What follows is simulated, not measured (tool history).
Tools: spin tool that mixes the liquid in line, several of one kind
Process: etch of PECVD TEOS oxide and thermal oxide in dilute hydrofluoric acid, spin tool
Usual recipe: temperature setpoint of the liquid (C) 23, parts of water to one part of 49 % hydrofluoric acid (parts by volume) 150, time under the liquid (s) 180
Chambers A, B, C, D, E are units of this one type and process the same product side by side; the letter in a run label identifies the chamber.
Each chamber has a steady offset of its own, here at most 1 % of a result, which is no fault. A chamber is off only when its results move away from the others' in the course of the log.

run	hour	temperature setpoint of the liquid (C)	parts of water to one part of 49 % hydrofluoric acid (parts by volume)	time under the liquid (s)	hours since the thermometer was replaced	hours since the hydrofluoric acid flow meter was replaced	read-back film thickness of the PECVD TEOS oxide reference wafer, read on the same gauge (nm)	read-back film thickness of the thermal oxide reference wafer, read on the same gauge (nm)	thickness taken off the PECVD TEOS oxide on a monitor wafer (nm)	thickness taken off the thermal oxide on a monitor wafer (nm)
1E	10.5	23	150	180	853.9	504.9	70.014	99.982	16.835	5.0528
2A	18	23	150	180	232.6	901.6	70.008	99.992	16.944	4.9671
3B	24.9	23	150	180	1636.6	206.1	69.982	99.992	17.025	5.0545
4D	32.5	23	150	180	405.5	567.1	69.988	100.03	16.534	4.9474
5C	38.2	27	150	180	1714.4	454.4	69.987	99.989	19.561	5.8804
6E	48.6	27	150	180	892	543	69.994	100	19.555	5.7766
# hour 53.7: chamber D: hydrofluoric acid flow meter replaced
7D	53.8	27	150	180	426.8	0.1	69.996	99.999	19.457	5.8035
8B	58.8	27	150	180	1670.5	240	69.997	99.986	19.749	5.8561
9C	66.1	27	150	180	1742.3	482.3	69.986	100.05	19.691	5.9201
10A	74.6	26.5	150	230	289.2	958.2	69.991	100.03	24.429	7.2506
11A	82.8	26.5	150	230	297.4	966.4	70.01	100.04	24.914	7.349
12C	93.7	26.5	150	230	1769.9	509.9	70.003	99.998	24.724	7.3121
13B	99.4	26.5	150	230	1711.1	280.6	70.001	100.02	24.951	7.3178
14D	104.6	26.5	150	230	477.6	50.9	70.003	100.02	24.427	7.3506
15E	110.1	23	150	180	953.5	604.5	70.003	100.06	16.742	4.9904
16D	119	23	150	180	492	65.3	70.007	100.02	16.715	4.9261
# hour 126.5: chamber C: hydrofluoric acid flow meter replaced
17E	129.4	23	150	180	972.8	623.8	69.998	99.995	16.467	4.9789
18C	140.1	23	150	180	1816.3	13.7	69.995	100.01	17.067	5.0744
19A	149.8	23	150	180	364.4	1033.4	69.993	99.986	16.793	4.9567
20B	159.9	23	150	180	1771.6	341.1	69.986	100.03	17.088	5.108
21C	165.5	23	150	180	1841.7	39.1	70.004	99.978	17.109	5.0371
22D	173.7	23	150	180	546.7	120	69.989	100	16.607	4.9464
23B	180.6	23	150	180	1792.3	361.8	69.993	100.01	17.088	5.0352
24E	186.4	23	150	180	1029.8	680.8	70.017	100.03	16.185	4.8022
25A	192.3	23	150	180	406.9	1075.9	70.001	100.02	16.906	5.0202
26E	197.9	18.5	95	180	1041.3	692.3	69.992	99.976	22.673	6.8066
27B	207.9	18.5	95	180	1819.6	389.1	69.998	100.04	23.338	7.0041
28A	215.3	18.5	95	180	429.9	1098.9	69.999	99.967	23.54	6.9782
29C	223.5	18.5	95	180	1899.7	97.1	69.988	99.99	24.184	7.1433
30D	230.9	18.5	95	180	603.9	177.2	70.023	100.02	23.338	6.8971
31B	238.2	23	150	180	1849.9	419.4	70.012	99.972	17.184	5.0833
32A	249	23	150	180	463.6	1132.6	70.001	99.953	16.649	5.0045
33E	257.7	23	150	180	1101.1	752.1	69.981	99.994	15.841	4.765
34C	263.3	23	150	180	1939.5	136.9	69.983	99.968	16.968	5.1196
35D	268.5	23	150	180	641.5	214.8	69.989	100.01	16.427	4.9766
36A	276.2	23	150	180	490.8	1159.8	69.995	100.01	16.59	5.0064
37C	281.3	23	150	180	1957.5	154.9	69.989	100.02	17.02	5.0548

The same settings go to every chamber for the next run, one line per chamber below. Forecast the results for each:
38A	289.1	23	150	180					?	?
38B	289.1	23	150	180					?	?
38C	289.1	23	150	180					?	?
38D	289.1	23	150	180					?	?
38E	289.1	23	150	180					?	?

run	thickness taken off the PECVD TEOS oxide on a monitor wafer (nm)	thickness taken off the thermal oxide on a monitor wafer (nm)
38A	16.855	4.9698
38B	17.007	5.0841
38C	16.891	5.0555
38D	16.865	4.972
38E	15.566	4.7013
